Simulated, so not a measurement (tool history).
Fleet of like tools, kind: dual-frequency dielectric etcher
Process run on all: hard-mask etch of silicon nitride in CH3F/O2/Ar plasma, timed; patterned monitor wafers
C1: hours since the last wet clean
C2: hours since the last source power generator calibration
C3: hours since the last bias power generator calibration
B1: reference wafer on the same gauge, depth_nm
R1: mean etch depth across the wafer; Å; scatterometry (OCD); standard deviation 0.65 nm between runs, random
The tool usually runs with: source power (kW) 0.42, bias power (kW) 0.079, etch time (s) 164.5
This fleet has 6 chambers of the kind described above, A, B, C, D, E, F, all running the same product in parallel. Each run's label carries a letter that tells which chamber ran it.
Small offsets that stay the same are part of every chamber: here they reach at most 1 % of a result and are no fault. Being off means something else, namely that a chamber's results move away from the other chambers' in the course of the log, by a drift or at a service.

Run 1D, day 0.138: usual settings; C1 323.8; C2 2388.1; C3 3504.1; B1 133.9. Result: R1 1218.7 Å.
Run 2F, day 0.354: usual settings; C1 495.7; C2 1176.2; C3 3486.3; B1 134.06. Result: R1 1217.2 Å.
Run 3C, day 0.462: usual settings; C1 438.6; C2 1593.3; C3 248; B1 133.97. Result: R1 1203 Å.
Run 4A, day 0.671: usual settings; C1 104.6; C2 3124.8; C3 2013; B1 134.07. Result: R1 1204.5 Å.
Run 5B, day 0.783: usual settings; C1 42.3; C2 2395.1; C3 39.2; B1 134.18. Result: R1 1208.8 Å.
Run 6E, day 0.958: usual settings; C1 328; C2 1262.8; C3 1804.2; B1 134.05. Result: R1 1192.9 Å.
Run 7B, day 1.071: usual settings; C1 49.2; C2 2402; C3 46.1; B1 133.99. Result: R1 1212.8 Å.
Run 8D, day 1.204: usual settings; C1 349.4; C2 2413.7; C3 3529.7; B1 133.93. Result: R1 1221.6 Å.
Run 9A, day 1.371: usual settings; C1 121.4; C2 3141.6; C3 2029.8; B1 133.76. Result: R1 1217.3 Å.
At day 1.396: chamber E: wet clean of the chamber.
Run 10F, day 1.5: usual settings; C1 523.2; C2 1203.7; C3 3513.8; B1 133.85. Result: R1 1222.7 Å.
At day 1.583: chamber D: wet clean of the chamber.
Run 11C, day 1.621: usual settings but source power (kW) 0.32; C1 466.4; C2 1621.1; C3 275.8; B1 134.04. Result: R1 1086 Å.
Run 12E, day 1.729: usual settings but source power (kW) 0.32; C1 8.1; C2 1281.3; C3 1822.7; B1 134.11. Result: R1 1080.1 Å.
Run 13B, day 1.979: usual settings but source power (kW) 0.32; C1 71; C2 2423.8; C3 67.9; B1 134.08. Result: R1 1076.3 Å.
Run 14E, day 2.112: usual settings but source power (kW) 0.32; C1 17.3; C2 1290.5; C3 1831.9; B1 133.91. Result: R1 1094.6 Å.
Run 15F, day 2.342: usual settings but source power (kW) 0.32; C1 543.4; C2 1223.9; C3 3534; B1 133.96. Result: R1 1097.6 Å.
Run 16A, day 2.5: usual settings but source power (kW) 0.32; C1 148.5; C2 3168.7; C3 2056.9; B1 134.11. Result: R1 1088.6 Å.
Run 17C, day 2.65: usual settings; C1 491.1; C2 1645.8; C3 300.5; B1 134.14. Result: R1 1210.1 Å.
At day 2.662: chamber C: wet clean of the chamber.
Run 18D, day 2.892: usual settings; C1 31.5; C2 2454.2; C3 3570.2; B1 134.05. Result: R1 1207.4 Å.
Run 19F, day 3.054: usual settings; C1 560.5; C2 1241; C3 3551.1; B1 134.01. Result: R1 1214.7 Å.
Run 20D, day 3.204: usual settings; C1 39; C2 2461.7; C3 3577.7; B1 134.02. Result: R1 1213.6 Å.
Run 21C, day 3.408: usual settings; C1 17.9; C2 1664; C3 318.7; B1 134.07. Result: R1 1218.8 Å.
Run 22E, day 3.6: usual settings but bias power (kW) 0.065; C1 53; C2 1326.2; C3 1867.6; B1 134.3. Result: R1 1123.6 Å.
Run 23B, day 3.788: usual settings but bias power (kW) 0.065; C1 114.4; C2 2467.2; C3 111.3; B1 134.11. Result: R1 1131.5 Å.
Run 24A, day 4.021: usual settings but bias power (kW) 0.065; C1 185; C2 3205.2; C3 2093.4; B1 133.92. Result: R1 1115.1 Å.
Run 25C, day 4.179: usual settings but bias power (kW) 0.065; C1 36.4; C2 1682.5; C3 337.2; B1 134.05. Result: R1 1141.3 Å.
Run 26B, day 4.396: usual settings but bias power (kW) 0.065; C1 129; C2 2481.8; C3 125.9; B1 134.17. Result: R1 1122.8 Å.
Run 27E, day 4.617: usual settings but bias power (kW) 0.065; C1 77.4; C2 1350.6; C3 1892; B1 133.91. Result: R1 1119.8 Å.
Run 28D, day 4.742: usual settings; C1 75.9; C2 2498.6; C3 3614.6; B1 133.98. Result: R1 1209.3 Å.
Run 29F, day 4.862: usual settings; C1 603.9; C2 1284.4; C3 3594.5; B1 134.19. Result: R1 1220.2 Å.
Run 30A, day 5.104: usual settings; C1 211; C2 3231.2; C3 2119.4; B1 133.96. Result: R1 1222.2 Å.
Run 31F, day 5.254: usual settings; C1 613.3; C2 1293.8; C3 3603.9; B1 134.05. Result: R1 1220.7 Å.
Run 32C, day 5.396: usual settings; C1 65.6; C2 1711.7; C3 366.4; B1 133.88. Result: R1 1214.5 Å.
Run 33D, day 5.554: usual settings; C1 95.4; C2 2518.1; C3 3634.1; B1 133.93. Result: R1 1217.3 Å.
Run 34E, day 5.796: usual settings; C1 105.7; C2 1378.9; C3 1920.3; B1 133.93. Result: R1 1195.9 Å.
Run 35A, day 5.979: usual settings; C1 232; C2 3252.2; C3 2140.4; B1 134.06. Result: R1 1208.8 Å.
Run 36B, day 6.133: usual settings but source power (kW) 0.5, etch time (s) 125; C1 170.7; C2 2523.5; C3 167.6; B1 134.02. Result: R1 973.34 Å.

Is one chamber off against the others, does the gauge drift, or is nothing wrong? If a chamber is off, say which, and what the likeliest cause is.

The fleet is healthy, with each chamber sitting at its usual small offset and no drift in the gauge.

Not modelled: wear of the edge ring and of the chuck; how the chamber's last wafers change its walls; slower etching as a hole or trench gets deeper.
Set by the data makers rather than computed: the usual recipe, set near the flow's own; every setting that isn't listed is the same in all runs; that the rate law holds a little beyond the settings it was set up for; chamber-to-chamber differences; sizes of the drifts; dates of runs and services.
